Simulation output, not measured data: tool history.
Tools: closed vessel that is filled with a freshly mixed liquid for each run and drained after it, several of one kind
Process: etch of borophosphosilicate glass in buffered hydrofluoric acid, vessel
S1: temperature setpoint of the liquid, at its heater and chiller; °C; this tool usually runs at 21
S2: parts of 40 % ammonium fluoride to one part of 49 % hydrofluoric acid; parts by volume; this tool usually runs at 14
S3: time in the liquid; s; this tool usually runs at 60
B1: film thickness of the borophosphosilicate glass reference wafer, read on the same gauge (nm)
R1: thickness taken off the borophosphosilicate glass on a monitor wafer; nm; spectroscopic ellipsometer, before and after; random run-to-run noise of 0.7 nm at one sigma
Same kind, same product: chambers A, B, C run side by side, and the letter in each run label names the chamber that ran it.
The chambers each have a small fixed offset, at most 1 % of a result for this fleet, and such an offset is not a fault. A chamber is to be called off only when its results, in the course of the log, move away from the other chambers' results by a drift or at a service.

run     day    S1    S2  S3      B1      R1
 1A   0.479    21    14  60  129.99  93.446
 2C   1.117    21    14  60  130.02  94.323
 3B   1.742    21    14  60  130.03  91.862
 4A   2.146    21    14  60     130  93.487
 5B    2.55    21    14  60  130.02   93.12
 6C   2.929    21    14  60  129.97  92.207
 7A   3.292    21    14  60     130  91.577
 8C   3.754    21    14  60  129.97  92.347
 9B   4.383    21    14  60  130.02  91.683
10B   4.675    21    14  60     130  92.436
11A   5.308    21    14  60  129.99  91.905
12C   5.754    21    14  60  129.99   90.45
13C   6.371    21    14  60  129.99  91.375
14B   6.892  25.5  16.5  60  130.02  99.687
      7.054  -- chamber C: thermometer replaced
15A   7.508  25.5  16.5  60  129.99  99.937
16B   8.083  25.5  16.5  60  129.99  100.34
17A    8.65    21    14  60     130  91.445
      8.892  -- chamber B: hydrofluoric acid flow meter replaced
18C   9.258    21    14  60  130.03      88
19C    9.65    21    14  60  129.99  87.426
20A  10.304    21    14  60  129.99  93.663
21B  10.658    24    14  60  130.03  110.03
22B  11.038    24    14  60  130.01  109.16
23A  11.512    24    14  60  130.01  108.46
24C  11.912    21    14  60  130.01  86.152

Is one chamber off against the others, does the gauge drift, or is nothing wrong? If a chamber is off, say which, and what the likeliest cause is.

It is chamber C that slowly wanders off from its peers.
What lies behind it: hydrofluoric acid flow below the setpoint (%) = 7.74.

Which of the 4 candidates below, each the usual settings with something changed and its results left as question marks, puts chamber C back in line with what the other chambers give on the usual settings?
Counts as in line when no further than this from what the other chambers average on the usual settings: R1 2.5 nm
25C-1  12.383  21.5  13.5  65       ?
25C-2  12.383    21    15  60       ?
25C-3  12.383    20  15.5  60       ?
25C-4  12.383    21    13  60       ?

Usual-settings mean across the other chambers: R1 92.418 nm
  run      R1
25C-1  98.765
25C-2  79.977
25C-3  73.276
25C-4  92.043
25C-4 puts the chamber back in line with the other chambers.
